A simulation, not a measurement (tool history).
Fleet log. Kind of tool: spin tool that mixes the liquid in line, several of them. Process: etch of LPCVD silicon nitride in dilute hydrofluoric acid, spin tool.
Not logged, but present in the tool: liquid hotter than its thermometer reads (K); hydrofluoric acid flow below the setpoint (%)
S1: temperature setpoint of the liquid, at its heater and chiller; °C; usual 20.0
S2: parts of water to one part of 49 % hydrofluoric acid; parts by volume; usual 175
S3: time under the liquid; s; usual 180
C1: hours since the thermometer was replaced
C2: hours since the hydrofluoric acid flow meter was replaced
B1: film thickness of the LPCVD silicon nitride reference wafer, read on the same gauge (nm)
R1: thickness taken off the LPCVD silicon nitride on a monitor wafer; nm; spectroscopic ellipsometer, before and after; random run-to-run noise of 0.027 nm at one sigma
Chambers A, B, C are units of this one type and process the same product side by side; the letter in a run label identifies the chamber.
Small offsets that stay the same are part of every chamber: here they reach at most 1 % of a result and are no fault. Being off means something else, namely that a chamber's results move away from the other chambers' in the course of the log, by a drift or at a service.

run,hour,S1,S2,S3,C1,C2,B1,R1
1B,2.9,20.0,175,180,56.7,1458.1,120.04,0.38860
2A,6.0,20.0,175,180,1456.6,272.4,119.97,0.43361
3C,10.0,20.0,175,180,555.3,299.2,120.01,0.38526
4C,12.2,20.0,175,180,557.5,301.4,120.03,0.37192
5A,16.0,20.0,175,180,1466.6,282.4,120.07,0.40143
6B,18.5,20.0,175,180,72.3,1473.7,119.98,0.40721
7B,22.5,20.0,175,180,76.3,1477.7,119.96,0.35943
8A,26.5,20.0,175,180,1477.1,292.9,120.04,0.37577
9C,29.0,20.0,175,180,574.3,318.2,120.07,0.42827
10A,32.5,20.0,175,180,1483.1,298.9,120.02,0.42076
11B,36.6,20.0,175,180,90.4,1491.8,120.01,0.38670
12C,40.0,20.0,175,180,585.3,329.2,120.03,0.42914
13C,43.6,20.0,175,180,588.9,332.8,119.98,0.43683
14B,45.7,20.0,175,180,99.5,1500.9,120.02,0.34742
15A,50.0,20.0,175,180,1500.6,316.4,120.05,0.40135
16B,52.5,20.0,175,180,106.3,1507.7,119.96,0.39157
17C,55.7,20.0,175,180,601.0,344.9,119.99,0.38783
18A,59.9,20.0,175,180,1510.5,326.3,120.05,0.37758
19B,62.1,20.0,175,180,115.9,1517.3,120.01,0.34405
20A,64.7,22.5,175,275,1515.3,331.1,119.94,0.71839
21C,67.0,22.5,175,275,612.3,356.2,120.02,0.67956

All 3 chambers run these settings next. Forecast each chamber's results:
22A,70.1,20.0,105,180,,,,?
22B,70.1,20.0,105,180,,,,?
22C,70.1,20.0,105,180,,,,?

run,R1
22A,0.74902
22B,0.59208
22C,0.73002
